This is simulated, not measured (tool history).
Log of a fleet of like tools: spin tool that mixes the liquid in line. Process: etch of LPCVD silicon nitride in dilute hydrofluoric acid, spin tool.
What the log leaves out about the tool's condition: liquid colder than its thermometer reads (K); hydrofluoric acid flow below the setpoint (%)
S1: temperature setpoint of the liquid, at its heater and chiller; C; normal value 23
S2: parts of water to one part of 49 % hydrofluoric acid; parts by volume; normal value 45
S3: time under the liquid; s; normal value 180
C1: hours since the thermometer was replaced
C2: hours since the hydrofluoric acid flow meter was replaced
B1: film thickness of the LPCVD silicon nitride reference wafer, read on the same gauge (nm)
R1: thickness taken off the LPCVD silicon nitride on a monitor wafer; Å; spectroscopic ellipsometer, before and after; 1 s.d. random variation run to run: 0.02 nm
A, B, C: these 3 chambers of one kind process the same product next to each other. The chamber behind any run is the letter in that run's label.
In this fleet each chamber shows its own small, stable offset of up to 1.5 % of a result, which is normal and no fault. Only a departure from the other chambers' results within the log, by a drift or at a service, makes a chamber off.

run,hour,S1,S2,S3,C1,C2,B1,R1
1B,4.5,23,45,180,569.8,925.2,150.02,17.738
2C,12.9,23,45,180,1103.7,366,150.02,18.035
3A,18.7,23,45,180,1190.1,661.8,150.01,18.118
4C,27.3,23,45,180,1118.1,380.4,149.99,17.809
5B,37.3,23,45,180,602.6,958,150.01,17.629
6A,45.3,23,45,180,1216.7,688.4,149.99,17.966
7A,51.5,23,45,180,1222.9,694.6,150.02,17.738
8B,55.9,23,45,180,621.2,976.6,149.98,17.611
9C,62.9,23,45,180,1153.7,416,150.01,17.76
10A,72.1,23,45,180,1243.5,715.2,149.99,18.077
11C,79.2,23,45,180,1170,432.3,150,18.054
12B,85.6,20.5,45,180,650.9,1006.3,150.01,15.109
13C,92,20.5,45,180,1182.8,445.1,150,15.421
14B,96.6,20.5,45,180,661.9,1017.3,150.01,14.781
15A,102.9,23,45,180,1274.3,746,149.99,18.119
16A,111,23,45,180,1282.4,754.1,149.99,18.087
17C,117,27,60,180,1207.8,470.1,149.99,18.252
18B,125.9,27,60,180,691.2,1046.6,150,17.433
19A,133.2,27,60,180,1304.6,776.3,150,17.703
20B,138.2,23,45,180,703.5,1058.9,150.01,17.767
21C,145,23,45,180,1235.8,498.1,149.99,18.264
22B,150.5,23,45,180,715.8,1071.2,150,17.566
23A,159.5,23,45,180,1330.9,802.6,150.01,17.639
24C,167.6,23,45,180,1258.4,520.7,150,18.23
25A,176.4,23,45,180,1347.8,819.5,150,17.741
26B,183.7,23,35,180,749,1104.4,150,22.873
27C,193.7,23,35,180,1284.5,546.8,150.02,22.794
28B,198.8,23,35,180,764.1,1119.5,150.02,22.264
29C,206.1,23,45,180,1296.9,559.2,149.99,17.986
30A,215.5,23,45,180,1386.9,858.6,150,17.414
31C,223,23,45,180,1313.8,576.1,150,17.828
32B,228.6,23,45,180,793.9,1149.3,150.02,17.602
33A,234.5,23,45,180,1405.9,877.6,150.01,17.165
34C,242,23,45,180,1332.8,595.1,150.02,18.189
35A,247.5,23,45,180,1418.9,890.6,149.99,17.277
36B,256,23,45,180,821.3,1176.7,149.99,18.01
37B,264.3,23,45,180,829.6,1185,149.99,17.877
38A,269.6,23,45,180,1441,912.7,150.01,16.886
39C,276.2,26,35,180,1367,629.3,150.01,27.685
40A,284.7,26,35,180,1456.1,927.8,150.02,26.87
41B,294.3,26,35,180,859.6,1215,150.01,28.177

Is one chamber off against the others, does the gauge drift, or is nothing wrong? If a chamber is off, say which, and what the likeliest cause is.

Little by little, chamber A moves away from the other chambers.
Likeliest cause: liquid colder than its thermometer reads (K) = 1.14.
With only this log, it may be confused with: hydrofluoric acid flow below the setpoint (%).

Chamber A could run next with any of the 4 candidate recipes listed below; each alters the usual settings, and their results appear as question marks. Which one brings its results back in line with what the other chambers deliver on the usual settings?
Maximum distance from the other chambers' mean on the usual settings for a result to count as in line: R1 0.7 Å
42A-1,301.6,22,45,180,,,,?
42A-2,301.6,22.5,45,160,,,,?
42A-3,301.6,23.5,45,190,,,,?
42A-4,301.6,23.5,45,200,,,,?

What the other chambers average on the usual settings: R1 17.894 Å
run,R1
42A-1,15.528
42A-2,14.298
42A-3,18.21
42A-4,19.169
42A-3 puts the chamber back in line with the other chambers.
